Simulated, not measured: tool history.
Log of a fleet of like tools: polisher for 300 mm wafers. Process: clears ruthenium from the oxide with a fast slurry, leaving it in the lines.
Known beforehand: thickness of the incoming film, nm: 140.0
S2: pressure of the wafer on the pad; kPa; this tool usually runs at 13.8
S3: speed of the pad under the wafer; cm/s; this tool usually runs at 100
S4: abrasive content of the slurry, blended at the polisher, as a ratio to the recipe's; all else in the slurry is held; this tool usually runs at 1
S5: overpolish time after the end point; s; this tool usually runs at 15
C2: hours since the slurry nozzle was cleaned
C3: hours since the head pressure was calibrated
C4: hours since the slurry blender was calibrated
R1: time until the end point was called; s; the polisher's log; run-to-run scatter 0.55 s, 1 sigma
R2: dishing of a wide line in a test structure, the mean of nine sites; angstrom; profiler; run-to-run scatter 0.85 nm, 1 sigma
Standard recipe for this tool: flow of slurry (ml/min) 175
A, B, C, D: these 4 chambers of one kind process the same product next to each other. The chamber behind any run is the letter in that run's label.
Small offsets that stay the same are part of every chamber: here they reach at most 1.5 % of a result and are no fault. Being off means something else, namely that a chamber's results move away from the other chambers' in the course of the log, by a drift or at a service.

{"day": 0.146, "done": "chamber B: worn pad replaced by a new one"}
{"run": "1D", "day": 0.225, "flow of slurry (ml/min)": 175, "S2": 13.8, "S3": 100, "S4": 1, "S5": 15, "wafers polished on this pad": 478, "C2": 566.9, "C3": 41, "C4": 380.4, "R1": 39.393, "R2": 438.92}
{"run": "2B", "day": 0.475, "flow of slurry (ml/min)": 175, "S2": 13.8, "S3": 100, "S4": 1, "S5": 15, "wafers polished on this pad": 68, "C2": 383, "C3": 217.8, "C4": 311.7, "R1": 40.181, "R2": 439.08}
{"day": 0.5, "done": "chamber A: worn pad replaced by a new one"}
{"run": "3A", "day": 0.733, "flow of slurry (ml/min)": 175, "S2": 13.8, "S3": 100, "S4": 1, "S5": 15, "wafers polished on this pad": 48, "C2": 152.9, "C3": 494.1, "C4": 182.1, "R1": 39.088, "R2": 438.03}
{"run": "4C", "day": 0.862, "flow of slurry (ml/min)": 175, "S2": 13.8, "S3": 100, "S4": 1, "S5": 15, "wafers polished on this pad": 530, "C2": 717.5, "C3": 119, "C4": 81.4, "R1": 40.151, "R2": 427.65}
{"run": "5B", "day": 1.012, "flow of slurry (ml/min)": 175, "S2": 13.8, "S3": 72, "S4": 1.15, "S5": 15, "wafers polished on this pad": 178, "C2": 395.9, "C3": 230.7, "C4": 324.6, "R1": 51.036, "R2": 344.15}
{"run": "6C", "day": 1.142, "flow of slurry (ml/min)": 175, "S2": 13.8, "S3": 72, "S4": 1.15, "S5": 15, "wafers polished on this pad": 587, "C2": 724.2, "C3": 125.7, "C4": 88.1, "R1": 53.172, "R2": 341.62}
{"run": "7D", "day": 1.396, "flow of slurry (ml/min)": 175, "S2": 13.8, "S3": 72, "S4": 1.15, "S5": 15, "wafers polished on this pad": 718, "C2": 595, "C3": 69.1, "C4": 408.5, "R1": 52.052, "R2": 353.62}
{"run": "8A", "day": 1.533, "flow of slurry (ml/min)": 175, "S2": 13.8, "S3": 72, "S4": 1.15, "S5": 15, "wafers polished on this pad": 212, "C2": 172.1, "C3": 513.3, "C4": 201.3, "R1": 52.098, "R2": 358.48}
{"run": "9B", "day": 1.662, "flow of slurry (ml/min)": 175, "S2": 13.8, "S3": 100, "S4": 1, "S5": 15, "wafers polished on this pad": 312, "C2": 411.5, "C3": 246.3, "C4": 340.2, "R1": 40.78, "R2": 427.38}
{"day": 1.738, "done": "chamber D: slurry blender recalibrated"}
{"run": "10C", "day": 1.862, "flow of slurry (ml/min)": 175, "S2": 13.8, "S3": 100, "S4": 1, "S5": 15, "wafers polished on this pad": 735, "C2": 741.5, "C3": 143, "C4": 105.4, "R1": 40.147, "R2": 434.11}
{"run": "11D", "day": 2.062, "flow of slurry (ml/min)": 175, "S2": 13.8, "S3": 100, "S4": 1, "S5": 15, "wafers polished on this pad": 855, "C2": 611, "C3": 85.1, "C4": 7.9, "R1": 40.312, "R2": 448.87}
{"run": "12A", "day": 2.246, "flow of slurry (ml/min)": 220, "S2": 9.7, "S3": 100, "S4": 1, "S5": 15, "wafers polished on this pad": 359, "C2": 189.2, "C3": 530.4, "C4": 218.4, "R1": 53.369, "R2": 331.16}
{"run": "13B", "day": 2.438, "flow of slurry (ml/min)": 220, "S2": 9.7, "S3": 100, "S4": 1, "S5": 15, "wafers polished on this pad": 471, "C2": 430.1, "C3": 264.9, "C4": 358.8, "R1": 55.272, "R2": 327.81}
{"run": "14C", "day": 2.579, "flow of slurry (ml/min)": 220, "S2": 9.7, "S3": 100, "S4": 1, "S5": 15, "wafers polished on this pad": 882, "C2": 758.7, "C3": 160.2, "C4": 122.6, "R1": 54.898, "R2": 328.91}
{"run": "15A", "day": 2.804, "flow of slurry (ml/min)": 220, "S2": 9.7, "S3": 100, "S4": 1, "S5": 15, "wafers polished on this pad": 473, "C2": 202.6, "C3": 543.8, "C4": 231.8, "R1": 55.222, "R2": 331.01}
{"run": "16D", "day": 3.038, "flow of slurry (ml/min)": 175, "S2": 13.8, "S3": 100, "S4": 1, "S5": 15, "wafers polished on this pad": 1055, "C2": 634.4, "C3": 108.5, "C4": 31.3, "R1": 40.033, "R2": 432.54}
{"day": 3.175, "done": "chamber C: worn pad replaced by a new one"}
{"run": "17C", "day": 3.188, "flow of slurry (ml/min)": 175, "S2": 13.8, "S3": 100, "S4": 1, "S5": 15, "wafers polished on this pad": 2, "C2": 773.3, "C3": 174.8, "C4": 137.2, "R1": 38.629, "R2": 436.61}
{"day": 3.221, "done": "chamber B: worn pad replaced by a new one"}
{"day": 3.312, "done": "chamber B: slurry blender recalibrated"}
{"run": "18A", "day": 3.438, "flow of slurry (ml/min)": 175, "S2": 17.2, "S3": 100, "S4": 1, "S5": 15, "wafers polished on this pad": 603, "C2": 217.8, "C3": 559, "C4": 247, "R1": 31.605, "R2": 564.2}
{"run": "19B", "day": 3.579, "flow of slurry (ml/min)": 175, "S2": 17.2, "S3": 100, "S4": 1, "S5": 15, "wafers polished on this pad": 74, "C2": 457.5, "C3": 292.3, "C4": 6.5, "R1": 31.591, "R2": 524.59}
{"run": "20D", "day": 3.733, "flow of slurry (ml/min)": 175, "S2": 17.2, "S3": 100, "S4": 1, "S5": 15, "wafers polished on this pad": 1198, "C2": 651.1, "C3": 125.2, "C4": 48, "R1": 32.139, "R2": 543.19}
{"day": 3.85, "done": "chamber D: worn pad replaced by a new one"}
{"run": "21A", "day": 3.9, "flow of slurry (ml/min)": 175, "S2": 17.2, "S3": 100, "S4": 1, "S5": 15, "wafers polished on this pad": 698, "C2": 228.9, "C3": 570.1, "C4": 258.1, "R1": 31.57, "R2": 533.44}
{"run": "22B", "day": 4.062, "flow of slurry (ml/min)": 175, "S2": 13.8, "S3": 100, "S4": 1, "S5": 15, "wafers polished on this pad": 173, "C2": 469.1, "C3": 303.9, "C4": 18.1, "R1": 39.162, "R2": 442.58}
{"day": 4.117, "done": "chamber C: slurry nozzle cleaned"}
{"run": "23D", "day": 4.196, "flow of slurry (ml/min)": 175, "S2": 13.8, "S3": 100, "S4": 1, "S5": 15, "wafers polished on this pad": 71, "C2": 662.2, "C3": 136.3, "C4": 59.1, "R1": 39.544, "R2": 437.74}
{"run": "24C", "day": 4.392, "flow of slurry (ml/min)": 175, "S2": 13.8, "S3": 100, "S4": 1, "S5": 15, "wafers polished on this pad": 249, "C2": 6.6, "C3": 203.7, "C4": 166.1, "R1": 39.166, "R2": 434.19}
{"run": "25C", "day": 4.529, "flow of slurry (ml/min)": 175, "S2": 13.8, "S3": 100, "S4": 1, "S5": 15, "wafers polished on this pad": 278, "C2": 9.9, "C3": 207, "C4": 169.4, "R1": 39.56, "R2": 442.82}
{"day": 4.762, "done": "chamber C: slurry blender recalibrated"}
{"run": "26B", "day": 4.762, "flow of slurry (ml/min)": 175, "S2": 13.8, "S3": 100, "S4": 1, "S5": 12, "wafers polished on this pad": 316, "C2": 485.9, "C3": 320.7, "C4": 34.9, "R1": 40.535, "R2": 342.63}
{"run": "27A", "day": 5.025, "flow of slurry (ml/min)": 175, "S2": 13.8, "S3": 100, "S4": 1, "S5": 12, "wafers polished on this pad": 929, "C2": 255.9, "C3": 597.1, "C4": 285.1, "R1": 39.634, "R2": 356.75}
{"run": "28D", "day": 5.275, "flow of slurry (ml/min)": 175, "S2": 13.8, "S3": 100, "S4": 1, "S5": 12, "wafers polished on this pad": 293, "C2": 688.1, "C3": 162.2, "C4": 85, "R1": 40.256, "R2": 357.63}
{"day": 5.45, "done": "chamber A: slurry blender recalibrated"}
{"run": "29D", "day": 5.458, "flow of slurry (ml/min)": 175, "S2": 13.8, "S3": 100, "S4": 1, "S5": 12, "wafers polished on this pad": 330, "C2": 692.5, "C3": 166.6, "C4": 89.4, "R1": 40.254, "R2": 359.52}
{"day": 5.65, "done": "chamber B: worn pad replaced by a new one"}
{"run": "30A", "day": 5.708, "flow of slurry (ml/min)": 175, "S2": 13.8, "S3": 100, "S4": 1, "S5": 15, "wafers polished on this pad": 1069, "C2": 272.3, "C3": 613.5, "C4": 6.3, "R1": 38.567, "R2": 437.3}
{"run": "31B", "day": 5.946, "flow of slurry (ml/min)": 175, "S2": 13.8, "S3": 100, "S4": 1, "S5": 15, "wafers polished on this pad": 61, "C2": 514.3, "C3": 349.1, "C4": 63.3, "R1": 40.02, "R2": 435.67}
{"run": "32C", "day": 6.125, "flow of slurry (ml/min)": 175, "S2": 13.8, "S3": 100, "S4": 1, "S5": 15, "wafers polished on this pad": 605, "C2": 48.2, "C3": 245.3, "C4": 32.8, "R1": 40.058, "R2": 447.1}
{"day": 6.358, "done": "chamber A: worn pad replaced by a new one"}
{"run": "33A", "day": 6.383, "flow of slurry (ml/min)": 175, "S2": 13.8, "S3": 100, "S4": 1, "S5": 15, "wafers polished on this pad": 5, "C2": 288.5, "C3": 629.7, "C4": 22.5, "R1": 38.812, "R2": 444.17}
{"run": "34D", "day": 6.571, "flow of slurry (ml/min)": 175, "S2": 13.8, "S3": 100, "S4": 1, "S5": 15, "wafers polished on this pad": 559, "C2": 719.2, "C3": 193.3, "C4": 116.1, "R1": 39.13, "R2": 451.42}
{"run": "35C", "day": 6.729, "flow of slurry (ml/min)": 175, "S2": 13.8, "S3": 100, "S4": 1, "S5": 15, "wafers polished on this pad": 729, "C2": 62.7, "C3": 259.8, "C4": 47.3, "R1": 39.922, "R2": 433.31}

What goes on in this fleet: one chamber off, a drifting gauge, or nothing beyond the chambers' own small offsets? Name the chamber and the cause, if any.

Beyond each chamber's small constant offset nothing stands out, and the gauge stays steady.
